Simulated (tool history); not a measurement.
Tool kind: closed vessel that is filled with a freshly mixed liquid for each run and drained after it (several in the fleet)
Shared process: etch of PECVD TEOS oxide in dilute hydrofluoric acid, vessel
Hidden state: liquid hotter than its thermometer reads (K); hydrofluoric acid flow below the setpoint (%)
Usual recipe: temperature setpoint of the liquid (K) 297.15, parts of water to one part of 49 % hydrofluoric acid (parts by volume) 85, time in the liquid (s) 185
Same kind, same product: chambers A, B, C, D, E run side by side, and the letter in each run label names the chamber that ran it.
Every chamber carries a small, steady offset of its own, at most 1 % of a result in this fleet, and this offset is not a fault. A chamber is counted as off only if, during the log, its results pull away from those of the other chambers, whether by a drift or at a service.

run   hour  temperature setpoint of the liquid (K)  parts of water to one part of 49 % hydrofluoric acid (parts by volume)  time in the liquid (s)  hours since the thermometer was replaced  hours since the hydrofluoric acid flow meter was replaced  read-back film thickness of the PECVD TEOS oxide reference wafer, read on the same gauge (nm)  thickness taken off the PECVD TEOS oxide on a monitor wafer (Å)
 1C    8.7                                  297.15                                                                      85                     185                                     516.8                                                     1809.6                                                                                            130                                                           422.73
 2A   15.6                                  297.15                                                                      85                     185                                      91.6                                                      917.1                                                                                            130                                                            420.9
 3D   24.1                                  297.15                                                                      85                     185                                    1151.8                                                     2496.9                                                                                            130                                                           411.67
 4B     31                                  297.15                                                                      85                     185                                     641.3                                                      134.4                                                                                         130.02                                                           421.29
 5E   40.9                                  297.15                                                                      85                     185                                     270.7                                                      630.5                                                                                            130                                                           417.06
 6C   51.5                                  297.15                                                                      85                     185                                     559.6                                                     1852.4                                                                                         130.01                                                           423.85
 7A   63.7                                  297.15                                                                      85                     185                                     139.7                                                      965.2                                                                                         130.01                                                           413.86
 8E   77.4                                  297.15                                                                      85                     185                                     307.2                                                        667                                                                                         129.99                                                            420.4
 9B   86.2                                  297.15                                                                      85                     220                                     696.5                                                      189.6                                                                                            130                                                           497.84
10D   98.7                                  297.15                                                                      85                     220                                    1226.4                                                     2571.5                                                                                         129.99                                                           492.85
11B  108.4                                  297.15                                                                      85                     220                                     718.7                                                      211.8                                                                                         130.01                                                            498.8
12E  118.5                                  297.15                                                                      85                     220                                     348.3                                                      708.1                                                                                            130                                                           500.66
     122.4  -- chamber D: hydrofluoric acid flow meter replaced
13D  131.2                                  297.15                                                                      85                     220                                    1258.9                                                        8.9                                                                                            130                                                           496.98
14A  142.8                                  297.15                                                                      85                     185                                     218.8                                                     1044.3                                                                                         130.02                                                           403.03
15C  151.9                                  297.15                                                                      85                     185                                       660                                                     1952.8                                                                                         129.99                                                           418.57
     163.6  -- chamber D: thermometer replaced
16B  163.7                                  299.15                                                                     110                     185                                       774                                                      267.1                                                                                         130.02                                                           343.38
17C  175.4                                  299.15                                                                     110                     185                                     683.5                                                     1976.3                                                                                         130.01                                                           334.81
18D  189.5                                  299.15                                                                     110                     185                                      25.9                                                       67.2                                                                                         130.01                                                           329.77
19A  200.1                                  299.15                                                                     110                     185                                     276.1                                                     1101.6                                                                                         129.98                                                           324.74
20E  213.3                                  299.15                                                                     110                     185                                     443.1                                                      802.9                                                                                         129.99                                                           336.76
21E  222.5                                  297.15                                                                      85                     185                                     452.3                                                      812.1                                                                                         130.03                                                           422.13
22B  234.8                                  297.15                                                                      85                     185                                     845.1                                                      338.2                                                                                         130.01                                                           416.64
23A  246.9                                  297.15                                                                      85                     185                                     322.9                                                     1148.4                                                                                            130                                                           395.77
24C  256.8                                  297.15                                                                      85                     185                                     764.9                                                     2057.7                                                                                         130.02                                                           414.87
25D  269.2                                  297.15                                                                      85                     185                                     105.6                                                      146.9                                                                                         130.01                                                           411.03
26E  277.5                                  297.15                                                                      85                     185                                     507.3                                                      867.1                                                                                            130                                                           426.12
27D  289.9                                  297.15                                                                      85                     185                                     126.3                                                      167.6                                                                                         130.03                                                           412.74
28B  302.2                                  297.15                                                                      85                     285                                     912.5                                                      405.6                                                                                         130.02                                                           648.67
29A    314                                  297.15                                                                      85                     285                                       390                                                     1215.5                                                                                            130                                                           606.96
30C  324.5                                  297.15                                                                      85                     285                                     832.6                                                     2125.4                                                                                         129.99                                                           643.38
31C  337.7                                  297.15                                                                      85                     285                                     845.8                                                     2138.6                                                                                         129.98                                                           649.73
     347.8  -- chamber C: hydrofluoric acid flow meter replaced
32D  351.4                                  297.15                                                                      85                     285                                     187.8                                                      229.1                                                                                         129.99                                                           644.38
33B  361.5                                  297.15                                                                      85                     185                                     971.8                                                      464.9                                                                                         129.99                                                           420.49
34A    372                                  297.15                                                                      85                     185                                       448                                                     1273.5                                                                                         130.01                                                           383.13
35E  380.1                                  297.15                                                                      85                     100                                     609.9                                                      969.7                                                                                            130                                                           228.05
36A  388.3                                  297.15                                                                      85                     100                                     464.3                                                     1289.8                                                                                         129.99                                                           207.11
37B    399                                  297.15                                                                      85                     100                                    1009.3                                                      502.4                                                                                         129.99                                                           228.39
38D  407.8                                  297.15                                                                      85                     100                                     244.2                                                      285.5                                                                                         129.99                                                           222.42
39C  414.1                                  297.15                                                                      85                     100                                     922.2                                                       66.4                                                                                         129.99                                                           228.95
40E  421.8                                  297.15                                                                      85                     185                                     651.6                                                     1011.4                                                                                         129.96                                                           422.87
41B  435.1                                  297.15                                                                      85                     185                                    1045.4                                                      538.5                                                                                         130.03                                                           416.64
42E  441.7                                  297.15                                                                      85                     185                                     671.5                                                     1031.3                                                                                            130                                                           426.96
43D  451.6                                  299.15                                                                      50                     185                                       288                                                      329.3                                                                                            130                                                           803.57
44A  463.3                                  299.15                                                                      50                     185                                     539.3                                                     1364.8                                                                                         129.99                                                            725.9

The same settings go to every chamber for the next run, one line per chamber below. Forecast the results for each:
45A  473.4                                  297.15                                                                      50                     185                                                                                                                                                                                                                                                                    ?
45B  473.4                                  297.15                                                                      50                     185                                                                                                                                                                                                                                                                    ?
45C  473.4                                  297.15                                                                      50                     185                                                                                                                                                                                                                                                                    ?
45D  473.4                                  297.15                                                                      50                     185                                                                                                                                                                                                                                                                    ?
45E  473.4                                  297.15                                                                      50                     185                                                                                                                                                                                                                                                                    ?

run  thickness taken off the PECVD TEOS oxide on a monitor wafer (Å)
45A                                                           671.94
45B                                                           754.12
45C                                                           749.35
45D                                                           745.92
45E                                                           745.75
